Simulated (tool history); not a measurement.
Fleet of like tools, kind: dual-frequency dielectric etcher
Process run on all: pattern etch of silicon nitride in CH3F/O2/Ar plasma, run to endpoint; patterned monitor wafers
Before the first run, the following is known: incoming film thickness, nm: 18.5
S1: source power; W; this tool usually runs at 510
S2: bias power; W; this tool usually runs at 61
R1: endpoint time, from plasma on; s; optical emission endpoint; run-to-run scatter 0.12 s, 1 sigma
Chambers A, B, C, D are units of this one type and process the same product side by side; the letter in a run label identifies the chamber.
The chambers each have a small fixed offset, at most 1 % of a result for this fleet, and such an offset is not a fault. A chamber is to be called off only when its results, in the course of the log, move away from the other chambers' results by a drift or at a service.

run     day   S1  S2      R1
 1A    0.45  510  61  25.351
 2B   1.017  510  61  25.938
 3C   1.267  510  61  26.166
 4D   1.829  510  61  25.793
 5B   2.179  510  61  25.722
 6D   2.496  510  61  25.953
      2.517  -- chamber C: wet clean of the chamber
 7C    2.95  510  61  25.875
 8A   3.496  510  61  25.645
 9D   3.767  510  61  26.007
      4.254  -- chamber D: bias power generator calibrated
10B     4.3  510  61  25.646
11C   4.779  510  61  25.847
      5.258  -- chamber D: wet clean of the chamber
12A   5.262  510  61  25.824
13B   5.696  510  61  25.436
14D   5.946  510  52   27.13
15A   6.371  510  52  27.144
16C   6.783  510  52  27.372
17A   7.083  510  52  27.067
18C   7.562  510  61  25.968
19D   7.992  510  61  25.824
20B   8.358  510  61   25.48
21D   8.875  510  74  24.406
22A   9.321  510  74  24.217
23B   9.829  510  74  23.939
24C  10.092  510  74  24.202
25B  10.496  510  50  26.824
26D  10.838  510  50  27.431
27C  11.358  510  50  27.638
28A  11.654  510  50  27.179
29C  12.092  580  61  24.725
30B   12.65  580  61  23.943
31D  13.038  580  61  24.692
32A  13.558  580  61  24.566
33B  13.829  510  61  25.126
34A  14.121  510  61  25.819
35D  14.662  510  61   25.91
     14.933  -- chamber A: wet clean of the chamber
36C  14.979  510  61  25.699
37B  15.508  420  61  26.934
38A  15.958  420  61  27.513
39D  16.483  420  61  27.717
40C  16.883  420  61  28.069
41C  17.204  510  61  25.815
42B  17.758  560  61  23.913

Predict what each chamber gives when all 4 of them run the settings below next.
43A  18.175  510  56   ?
43B  18.175  510  56   ?
43C  18.175  510  56   ?
43D  18.175  510  56   ?

run      R1
43A  26.562
43B  25.546
43C  26.488
43D   26.78
